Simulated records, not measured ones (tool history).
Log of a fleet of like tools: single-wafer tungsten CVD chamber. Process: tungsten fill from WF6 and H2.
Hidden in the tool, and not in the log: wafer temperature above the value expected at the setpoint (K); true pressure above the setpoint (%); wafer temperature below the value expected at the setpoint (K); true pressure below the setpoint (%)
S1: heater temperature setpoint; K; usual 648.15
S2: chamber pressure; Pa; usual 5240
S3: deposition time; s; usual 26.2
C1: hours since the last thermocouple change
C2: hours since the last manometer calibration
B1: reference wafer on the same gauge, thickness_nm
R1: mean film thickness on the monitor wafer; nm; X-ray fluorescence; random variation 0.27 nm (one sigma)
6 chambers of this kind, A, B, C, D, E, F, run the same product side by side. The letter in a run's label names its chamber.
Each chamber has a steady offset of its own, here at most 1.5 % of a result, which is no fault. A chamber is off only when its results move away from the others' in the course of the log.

run,hour,S1,S2,S3,C1,C2,B1,R1
1C,9.3,648.15,5240,26.2,341.7,171.4,43.936,52.63
2B,16.9,648.15,5240,26.2,349.8,152.9,43.884,52.74
3F,24.7,648.15,5240,26.2,439.6,440.1,43.93,53.567
4E,35.2,648.15,5240,26.2,2129.7,471.3,43.869,52.857
5D,44.4,648.15,5240,26.2,2049,364.3,43.859,53.136
6A,55.3,648.15,5240,26.2,1209.7,707.2,43.953,53.194
7C,65.5,648.15,5240,26.2,397.9,227.6,43.928,52.594
8F,74.4,648.15,5240,28.7,489.3,489.8,43.925,58.288
9E,83.3,648.15,5240,28.7,2177.8,519.4,43.887,57.688
10B,89.4,648.15,5240,28.7,422.3,225.4,43.917,57.7
11A,97.9,648.15,5240,28.7,1252.3,749.8,43.857,58.35
12D,103.8,648.15,5240,28.7,2108.4,423.7,43.916,57.897
13F,109.3,648.15,5240,28.7,524.2,524.7,43.899,58.908
14B,118.5,648.15,5240,26.2,451.4,254.5,43.891,52.905
# hour 119: chamber E: thermocouple changed; heater temperature recalibrated
15A,129.1,636.15,5240,22.1,1283.5,781,43.915,35.016
16D,134.7,636.15,5240,22.1,2139.3,454.6,43.891,34.771
17E,143.6,636.15,5240,22.1,24.7,579.7,43.849,34.467
18C,154.3,636.15,5240,22.1,486.7,316.4,43.905,34.37
19D,160.2,636.15,5240,22.1,2164.8,480.1,43.936,34.877
20B,165.8,636.15,5240,22.1,498.7,301.8,43.835,34.741
21F,175.2,648.15,5240,26.2,590.1,590.6,43.887,53.818
22C,182.7,648.15,5240,26.2,515.1,344.8,43.893,52.379
23A,191.1,648.15,5240,26.2,1345.5,843,43.911,53.419
# hour 196.1: chamber A: thermocouple changed; heater temperature recalibrated
24E,198.5,648.15,5240,26.2,79.6,634.6,43.903,52.881
25F,206.5,640.15,5240,23.7,621.4,621.9,43.99,41.139
26E,214.2,640.15,5240,23.7,95.3,650.3,43.932,40.476
27D,220.1,640.15,5240,23.7,2224.7,540,43.895,40.651
28A,229.3,640.15,5240,23.7,33.3,881.2,43.896,40.934
29C,239.2,640.15,5240,23.7,571.6,401.3,43.911,40.69
30B,249.4,640.15,5240,23.7,582.3,385.4,43.86,40.437
31F,260.2,648.15,5240,26.2,675.1,675.6,43.889,53.785
32E,267.1,654.15,5626,26.2,148.2,703.2,43.847,62.054
33D,277.4,654.15,5626,26.2,2282,597.3,43.931,62.382
34A,286.1,654.15,5626,26.2,90.1,938,43.883,62.221
35C,295.7,654.15,5626,26.2,628.1,457.8,43.873,61.084
36B,300.9,654.15,5626,26.2,633.8,436.9,43.881,61.487
37B,310.8,654.15,5626,26.2,643.7,446.8,43.875,61.488
38F,317.4,648.15,5240,26.2,732.3,732.8,43.913,53.562
39E,323.3,654.15,5240,26.2,204.4,759.4,43.89,60.389
40D,331.5,654.15,5240,26.2,2336.1,651.4,43.953,59.958
41C,337,654.15,5240,26.2,669.4,499.1,43.943,59.851
42A,342.1,654.15,5240,26.2,146.1,994,43.901,60.225

Is one chamber off against the others, does the gauge drift, or is nothing wrong? If a chamber is off, say which, and what the likeliest cause is.

No chamber stands off beyond its own small offset, and the gauge holds steady.

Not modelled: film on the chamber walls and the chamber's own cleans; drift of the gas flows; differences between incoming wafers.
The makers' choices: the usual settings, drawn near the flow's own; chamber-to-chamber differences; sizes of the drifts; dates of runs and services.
